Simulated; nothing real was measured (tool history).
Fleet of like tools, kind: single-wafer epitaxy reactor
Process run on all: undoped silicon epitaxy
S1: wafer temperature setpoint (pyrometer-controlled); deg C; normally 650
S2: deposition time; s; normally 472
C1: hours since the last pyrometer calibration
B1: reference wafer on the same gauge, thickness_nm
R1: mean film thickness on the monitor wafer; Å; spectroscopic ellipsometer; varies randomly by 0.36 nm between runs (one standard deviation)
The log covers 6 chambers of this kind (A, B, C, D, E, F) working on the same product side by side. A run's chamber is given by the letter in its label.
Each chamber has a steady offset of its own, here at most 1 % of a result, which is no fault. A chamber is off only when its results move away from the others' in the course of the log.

Run 1F, hour 4.7: usual settings; C1 674.5; B1 82.935. Result: R1 792.33 Å.
Run 2B, hour 10.0: usual settings; C1 778.2; B1 82.937. Result: R1 792.32 Å.
Run 3E, hour 15.8: usual settings; C1 438.1; B1 82.974. Result: R1 793.74 Å.
Run 4C, hour 20.9: usual settings; C1 395.8; B1 82.955. Result: R1 795.53 Å.
Run 5A, hour 25.3: usual settings; C1 1221.1; B1 83.016. Result: R1 792.36 Å.
Run 6D, hour 28.7: usual settings; C1 773.4; B1 82.943. Result: R1 785.23 Å.
Run 7C, hour 32.4: usual settings; C1 407.3; B1 83.068. Result: R1 788.93 Å.
Run 8E, hour 36.2: usual settings but S1 665 deg C; C1 458.5; B1 83.071. Result: R1 1092.60 Å.
Run 9A, hour 41.6: usual settings but S1 665 deg C; C1 1237.4; B1 82.920. Result: R1 1085.60 Å.
Run 10B, hour 46.4: usual settings but S1 665 deg C; C1 814.6; B1 83.049. Result: R1 1085.00 Å.
Run 11F, hour 49.8: usual settings but S1 665 deg C; C1 719.6; B1 82.964. Result: R1 1109.40 Å.
Run 12D, hour 55.1: usual settings but S1 665 deg C; C1 799.8; B1 82.988. Result: R1 1081.80 Å.
Run 13A, hour 59.7: usual settings but S1 665 deg C; C1 1255.5; B1 83.044. Result: R1 1083.40 Å.
Run 14C, hour 63.7: usual settings; C1 438.6; B1 83.071. Result: R1 788.07 Å.
Run 15D, hour 66.9: usual settings; C1 811.6; B1 82.986. Result: R1 787.43 Å.
Run 16F, hour 70.1: usual settings; C1 739.9; B1 83.034. Result: R1 803.03 Å.
Run 17B, hour 74.0: usual settings; C1 842.2; B1 82.960. Result: R1 793.36 Å.
Run 18E, hour 79.6: usual settings; C1 501.9; B1 82.962. Result: R1 789.88 Å.
Run 19F, hour 82.9: usual settings; C1 752.7; B1 83.012. Result: R1 795.21 Å.
Run 20E, hour 85.8: usual settings; C1 508.1; B1 83.054. Result: R1 793.38 Å.
Run 21D, hour 89.8: usual settings; C1 834.5; B1 82.973. Result: R1 787.89 Å.
Run 22A, hour 95.1: usual settings; C1 1290.9; B1 83.066. Result: R1 791.73 Å.
Run 23C, hour 99.2: usual settings; C1 474.1; B1 82.900. Result: R1 785.35 Å.
Run 24B, hour 103.4: usual settings; C1 871.6; B1 82.964. Result: R1 794.47 Å.
Run 25F, hour 106.2: usual settings; C1 776.0; B1 83.077. Result: R1 784.19 Å.
Run 26E, hour 109.9: usual settings; C1 532.2; B1 82.979. Result: R1 793.27 Å.
Run 27D, hour 114.2: usual settings; C1 858.9; B1 83.083. Result: R1 791.29 Å.
Run 28A, hour 117.1: usual settings; C1 1312.9; B1 82.977. Result: R1 791.93 Å.
Run 29C, hour 120.5: usual settings; C1 495.4; B1 82.957. Result: R1 792.74 Å.
Run 30B, hour 124.6: usual settings; C1 892.8; B1 83.004. Result: R1 791.09 Å.
Run 31F, hour 127.2: usual settings; C1 797.0; B1 82.973. Result: R1 777.48 Å.
Run 32D, hour 131.6: usual settings; C1 876.3; B1 82.986. Result: R1 790.14 Å.
Run 33C, hour 134.9: usual settings; C1 509.8; B1 83.043. Result: R1 794.88 Å.
Run 34A, hour 139.2: usual settings; C1 1335.0; B1 83.084. Result: R1 793.77 Å.
Run 35E, hour 144.1: usual settings; C1 566.4; B1 83.067. Result: R1 804.36 Å.
Run 36B, hour 146.8: usual settings; C1 915.0; B1 82.975. Result: R1 792.05 Å.
Run 37B, hour 152.0: usual settings; C1 920.2; B1 82.981. Result: R1 797.58 Å.
Run 38F, hour 154.6: usual settings; C1 824.4; B1 82.952. Result: R1 772.84 Å.

The same settings go to every chamber for the next run, one line per chamber below. Forecast the results for each:
Run 39A, hour 158.8: usual settings but S1 658 deg C. Result: R1 ?.
Run 39B, hour 158.8: usual settings but S1 658 deg C. Result: R1 ?.
Run 39C, hour 158.8: usual settings but S1 658 deg C. Result: R1 ?.
Run 39D, hour 158.8: usual settings but S1 658 deg C. Result: R1 ?.
Run 39E, hour 158.8: usual settings but S1 658 deg C. Result: R1 ?.
Run 39F, hour 158.8: usual settings but S1 658 deg C. Result: R1 ?.

run      R1
39A  940.48
39B  942.83
39C  947.44
39D  926.36
39E  951.48
39F  919.45
